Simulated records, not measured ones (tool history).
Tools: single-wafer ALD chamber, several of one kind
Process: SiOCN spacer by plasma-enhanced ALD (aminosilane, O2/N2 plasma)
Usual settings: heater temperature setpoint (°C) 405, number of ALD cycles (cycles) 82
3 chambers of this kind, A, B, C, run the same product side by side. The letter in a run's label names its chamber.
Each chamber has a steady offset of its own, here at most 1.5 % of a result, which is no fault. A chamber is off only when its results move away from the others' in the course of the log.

run   hour  heater temperature setpoint (°C)  number of ALD cycles (cycles)  read-back reference wafer on the same gauge, thickness_nm  mean film thickness on the monitor wafer (nm)
 1B    5.7                               405                             82                                                     5.6497                                         4.8608
 2A   17.0                               405                             82                                                     5.6491                                         4.8224
 3C   23.4                               405                             82                                                     5.6475                                         4.9149
 4B   30.3                               405                             82                                                     5.6481                                         4.8601
 5A   38.2                               405                             82                                                     5.6470                                         4.8202
 6C   46.5                               405                             82                                                     5.6476                                         4.9139
 7A   53.4                               405                             82                                                     5.6463                                         4.8178
 8B   64.6                               405                             82                                                     5.6477                                         4.8576
 9C   71.6                               405                             82                                                     5.6459                                         4.9063
10C   83.8                               405                             82                                                     5.6458                                         4.9085
11B   96.2                               405                             82                                                     5.6435                                         4.8606
12A  104.6                               405                             82                                                     5.6431                                         4.8226
13A  111.7                               405                             82                                                     5.6416                                         4.8082
14B  120.0                               405                             82                                                     5.6424                                         4.8605
15C  129.1                               419                             76                                                     5.6418                                         4.3545
16B  138.6                               419                             76                                                     5.6414                                         4.3144
17A  146.8                               419                             76                                                     5.6399                                         4.2674
18C  158.8                               405                             82                                                     5.6412                                         4.8992
19A  170.4                               405                             82                                                     5.6410                                         4.8064
20C  180.2                               405                             82                                                     5.6387                                         4.9079
21B  191.8                               405                             82                                                     5.6399                                         4.8437
22A  197.5                               395                             70                                                     5.6377                                         4.1711
23B  210.0                               395                             70                                                     5.6371                                         4.2027
24C  221.6                               395                             70                                                     5.6368                                         4.2564
25B  233.7                               405                             82                                                     5.6348                                         4.8472
26A  242.3                               405                             82                                                     5.6352                                         4.8047
27C  254.2                               405                             82                                                     5.6353                                         4.9028
28A  260.1                               398                             73                                                     5.6352                                         4.3524
29B  272.1                               398                             73                                                     5.6326                                         4.3836
30C  284.7                               398                             73                                                     5.6311                                         4.4220
31A  297.2                               405                             82                                                     5.6306                                         4.8095
32C  302.7                               405                             82                                                     5.6318                                         4.9055
33B  314.3                               405                             82                                                     5.6303                                         4.8425
34A  327.0                               405                             82                                                     5.6314                                         4.8066
35C  332.4                               419                             93                                                     5.6297                                         5.3164
36B  342.8                               419                             93                                                     5.6289                                         5.2661
37C  349.0                               419                             93                                                     5.6292                                         5.3204
38A  357.9                               405                             75                                                     5.6288                                         4.3858
39B  363.9                               405                             75                                                     5.6295                                         4.4336
40B  373.1                               405                             75                                                     5.6268                                         4.4297
41C  378.7                               405                             82                                                     5.6263                                         4.8919
42A  390.6                               405                             82                                                     5.6269                                         4.8045

Is one chamber off against the others, does the gauge drift, or is nothing wrong? If a chamber is off, say which, and what the likeliest cause is.

The gauge drifts, so all chambers seem to drift together. No chamber is off.
Cause: gauge reads low (%) = 0.434.

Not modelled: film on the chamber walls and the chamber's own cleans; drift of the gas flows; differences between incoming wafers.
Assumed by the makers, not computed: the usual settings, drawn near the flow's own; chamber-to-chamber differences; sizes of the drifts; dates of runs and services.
